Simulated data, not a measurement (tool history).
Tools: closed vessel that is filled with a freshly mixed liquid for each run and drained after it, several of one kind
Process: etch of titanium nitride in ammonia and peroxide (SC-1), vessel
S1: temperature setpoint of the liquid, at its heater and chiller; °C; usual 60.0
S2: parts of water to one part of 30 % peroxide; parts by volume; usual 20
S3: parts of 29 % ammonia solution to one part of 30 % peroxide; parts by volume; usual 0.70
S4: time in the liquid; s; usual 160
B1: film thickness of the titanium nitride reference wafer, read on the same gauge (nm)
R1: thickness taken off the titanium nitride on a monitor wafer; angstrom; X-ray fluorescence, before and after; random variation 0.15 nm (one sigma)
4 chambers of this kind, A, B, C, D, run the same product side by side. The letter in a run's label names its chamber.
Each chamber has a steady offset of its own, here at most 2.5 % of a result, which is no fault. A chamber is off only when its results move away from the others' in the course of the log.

Run 1B, day 0.258: usual settings; B1 89.995. Result: R1 195.22 angstrom.
Run 2A, day 0.433: usual settings; B1 89.994. Result: R1 187.55 angstrom.
Run 3D, day 0.679: usual settings; B1 90.007. Result: R1 193.85 angstrom.
Run 4C, day 0.912: usual settings; B1 89.990. Result: R1 190.54 angstrom.
Run 5A, day 1.142: usual settings; B1 90.004. Result: R1 191.34 angstrom.
Run 6B, day 1.383: usual settings; B1 89.997. Result: R1 198.48 angstrom.
Run 7C, day 1.508: usual settings; B1 89.963. Result: R1 193.98 angstrom.
Run 8D, day 1.717: usual settings; B1 89.974. Result: R1 188.94 angstrom.
Run 9B, day 1.938: usual settings; B1 89.998. Result: R1 194.65 angstrom.
Run 10A, day 2.071: usual settings; B1 89.989. Result: R1 187.63 angstrom.
Run 11D, day 2.338: usual settings but S3 0.85 parts by volume; B1 89.988. Result: R1 194.25 angstrom.
Run 12C, day 2.492: usual settings but S3 0.85 parts by volume; B1 89.983. Result: R1 200.10 angstrom.
Run 13C, day 2.683: usual settings but S3 0.85 parts by volume; B1 90.036. Result: R1 199.26 angstrom.
Run 14D, day 2.946: usual settings but S3 0.85 parts by volume; B1 89.993. Result: R1 188.21 angstrom.
Run 15B, day 3.117: usual settings but S1 69.5 °C; B1 90.002. Result: R1 356.53 angstrom.
Run 16A, day 3.321: usual settings but S1 69.5 °C; B1 90.017. Result: R1 353.06 angstrom.
Run 17D, day 3.571: usual settings but S1 69.5 °C; B1 90.004. Result: R1 329.01 angstrom.
Run 18A, day 3.733: usual settings but S1 69.5 °C; B1 89.990. Result: R1 346.98 angstrom.
Run 19B, day 3.867: usual settings; B1 90.011. Result: R1 196.80 angstrom.
Run 20C, day 3.992: usual settings but S3 0.90 parts by volume, S4 195 s; B1 89.999. Result: R1 244.84 angstrom.
At day 4.221: chamber A: thermometer replaced.
Run 21A, day 4.250: usual settings but S3 0.90 parts by volume, S4 195 s; B1 90.008. Result: R1 241.32 angstrom.
Run 22D, day 4.467: usual settings but S3 0.90 parts by volume, S4 195 s; B1 90.006. Result: R1 228.54 angstrom.
Run 23B, day 4.696: usual settings but S3 0.90 parts by volume, S4 195 s; B1 90.006. Result: R1 247.44 angstrom.
Run 24C, day 4.950: usual settings; B1 89.976. Result: R1 191.87 angstrom.
Run 25C, day 5.096: usual settings; B1 90.009. Result: R1 192.58 angstrom.
Run 26B, day 5.250: usual settings but S1 67.5 °C; B1 90.003. Result: R1 315.87 angstrom.
Run 27D, day 5.475: usual settings but S1 67.5 °C; B1 89.986. Result: R1 281.82 angstrom.
At day 5.533: chamber A: ammonia flow meter replaced.
Run 28A, day 5.721: usual settings but S1 67.5 °C; B1 90.010. Result: R1 305.18 angstrom.

All 4 chambers run these settings next. Forecast each chamber's results:
Run 29A, day 5.912: usual settings. Result: R1 ?.
Run 29B, day 5.912: usual settings. Result: R1 ?.
Run 29C, day 5.912: usual settings. Result: R1 ?.
Run 29D, day 5.912: usual settings. Result: R1 ?.

run      R1
29A  192.55
29B  193.26
29C  192.19
29D  172.06
